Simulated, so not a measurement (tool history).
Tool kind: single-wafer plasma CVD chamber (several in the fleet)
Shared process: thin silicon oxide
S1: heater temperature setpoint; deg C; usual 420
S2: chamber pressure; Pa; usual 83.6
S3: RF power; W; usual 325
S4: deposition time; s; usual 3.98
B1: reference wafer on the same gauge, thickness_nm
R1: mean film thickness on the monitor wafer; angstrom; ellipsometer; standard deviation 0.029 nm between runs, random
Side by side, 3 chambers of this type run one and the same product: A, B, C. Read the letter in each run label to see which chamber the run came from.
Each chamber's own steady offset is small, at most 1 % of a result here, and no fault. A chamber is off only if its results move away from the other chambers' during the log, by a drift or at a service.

Run 1A, day 0.233: usual settings; B1 6.5714. Result: R1 58.515 angstrom.
Run 2C, day 0.683: usual settings; B1 6.5586. Result: R1 58.178 angstrom.
Run 3B, day 1.079: usual settings; B1 6.5684. Result: R1 58.201 angstrom.
Run 4A, day 1.500: usual settings; B1 6.5642. Result: R1 58.286 angstrom.
Run 5C, day 1.733: usual settings; B1 6.5729. Result: R1 58.008 angstrom.
Run 6B, day 2.275: usual settings; B1 6.5737. Result: R1 57.675 angstrom.
Run 7A, day 2.562: usual settings; B1 6.5638. Result: R1 58.947 angstrom.
Run 8C, day 2.962: usual settings; B1 6.5714. Result: R1 58.328 angstrom.
Run 9B, day 3.488: usual settings; B1 6.5801. Result: R1 58.037 angstrom.
Run 10A, day 4.000: usual settings; B1 6.5645. Result: R1 58.454 angstrom.
At day 4.192: chamber B: capacitance manometer re-zeroed and calibrated.
Run 11C, day 4.392: usual settings but S1 430 deg C; B1 6.5729. Result: R1 57.977 angstrom.
Run 12B, day 4.808: usual settings but S1 430 deg C; B1 6.5629. Result: R1 58.081 angstrom.
Run 13A, day 5.271: usual settings but S1 430 deg C; B1 6.5814. Result: R1 58.222 angstrom.
Run 14B, day 5.579: usual settings; B1 6.5702. Result: R1 58.324 angstrom.
Run 15C, day 5.971: usual settings; B1 6.5712. Result: R1 57.676 angstrom.
Run 16C, day 6.379: usual settings; B1 6.5670. Result: R1 58.510 angstrom.
Run 17B, day 6.767: usual settings; B1 6.5741. Result: R1 57.855 angstrom.
Run 18A, day 7.192: usual settings but S1 413 deg C, S4 4.43 s; B1 6.5727. Result: R1 65.830 angstrom.
Run 19C, day 7.671: usual settings but S1 413 deg C, S4 4.43 s; B1 6.5725. Result: R1 64.697 angstrom.
Run 20A, day 8.129: usual settings but S1 413 deg C, S4 4.43 s; B1 6.5692. Result: R1 65.180 angstrom.
At day 8.562: chamber C: capacitance manometer re-zeroed and calibrated.
Run 21B, day 8.604: usual settings but S4 3.42 s; B1 6.5662. Result: R1 49.925 angstrom.
Run 22B, day 9.108: usual settings but S4 3.42 s; B1 6.5668. Result: R1 50.166 angstrom.
Run 23C, day 9.458: usual settings but S4 3.42 s; B1 6.5667. Result: R1 52.109 angstrom.
Run 24A, day 9.717: usual settings; B1 6.5672. Result: R1 59.156 angstrom.
Run 25B, day 10.062: usual settings; B1 6.5645. Result: R1 58.315 angstrom.
Run 26A, day 10.446: usual settings; B1 6.5694. Result: R1 58.644 angstrom.
Run 27C, day 10.733: usual settings but S2 68.4 Pa, S4 3.72 s; B1 6.5746. Result: R1 44.977 angstrom.
Run 28C, day 11.154: usual settings but S2 68.4 Pa, S4 3.72 s; B1 6.5624. Result: R1 45.187 angstrom.
Run 29B, day 11.483: usual settings but S2 68.4 Pa, S4 3.72 s; B1 6.5590. Result: R1 43.860 angstrom.
Run 30A, day 11.817: usual settings but S4 4.72 s; B1 6.5747. Result: R1 69.343 angstrom.
Run 31C, day 12.121: usual settings but S4 4.72 s; B1 6.5748. Result: R1 71.333 angstrom.
Run 32B, day 12.379: usual settings but S4 4.72 s; B1 6.5644. Result: R1 67.958 angstrom.
Run 33A, day 12.708: usual settings; B1 6.5702. Result: R1 58.493 angstrom.
Run 34B, day 13.167: usual settings; B1 6.5772. Result: R1 58.115 angstrom.
Run 35C, day 13.625: usual settings; B1 6.5622. Result: R1 60.657 angstrom.
Run 36A, day 13.908: usual settings; B1 6.5653. Result: R1 58.960 angstrom.
Run 37C, day 14.221: usual settings but S1 432 deg C; B1 6.5657. Result: R1 60.338 angstrom.
Run 38A, day 14.517: usual settings but S1 432 deg C; B1 6.5692. Result: R1 58.082 angstrom.
Run 39B, day 14.758: usual settings but S1 432 deg C; B1 6.5686. Result: R1 57.855 angstrom.
Run 40B, day 15.279: usual settings; B1 6.5727. Result: R1 58.200 angstrom.
Run 41C, day 15.592: usual settings; B1 6.5662. Result: R1 60.436 angstrom.
Run 42A, day 15.858: usual settings; B1 6.5691. Result: R1 58.572 angstrom.
Run 43C, day 16.317: usual settings; B1 6.5652. Result: R1 60.166 angstrom.
Run 44A, day 16.600: usual settings; B1 6.5652. Result: R1 58.771 angstrom.

Which is it: a chamber that has drifted or been left off by a service, a gauge drift common to all chambers, or only each chamber's usual small offset? If a chamber is off, name it and its likeliest cause.

A service on chamber C put it out of line with the rest.
Most likely cause: true pressure above the setpoint (%) = 3.56.

Chamber C could run next with any of the 4 candidate recipes listed below; each alters the usual settings, and their results appear as question marks. Which one brings its results back in line with what the other chambers deliver on the usual settings?
Maximum distance from the other chambers' mean on the usual settings for a result to count as in line: R1 1.000 angstrom
Run 45C-1, day 16.988: usual settings but S2 86.8 Pa, S3 330 W, S4 4.07 s. Result: R1 ?.
Run 45C-2, day 16.988: usual settings but S3 295 W. Result: R1 ?.
Run 45C-3, day 16.988: usual settings but S2 85.3 Pa, S4 4.03 s. Result: R1 ?.
Run 45C-4, day 16.988: usual settings but S4 3.71 s. Result: R1 ?.

On the usual settings, the other chambers give on average: R1 58.398 angstrom
  run      R1
45C-1  64.987
45C-2  58.297
45C-3  62.768
45C-4  56.490
The answer is 45C-2, which returns the chamber to within the allowed miss of the others.
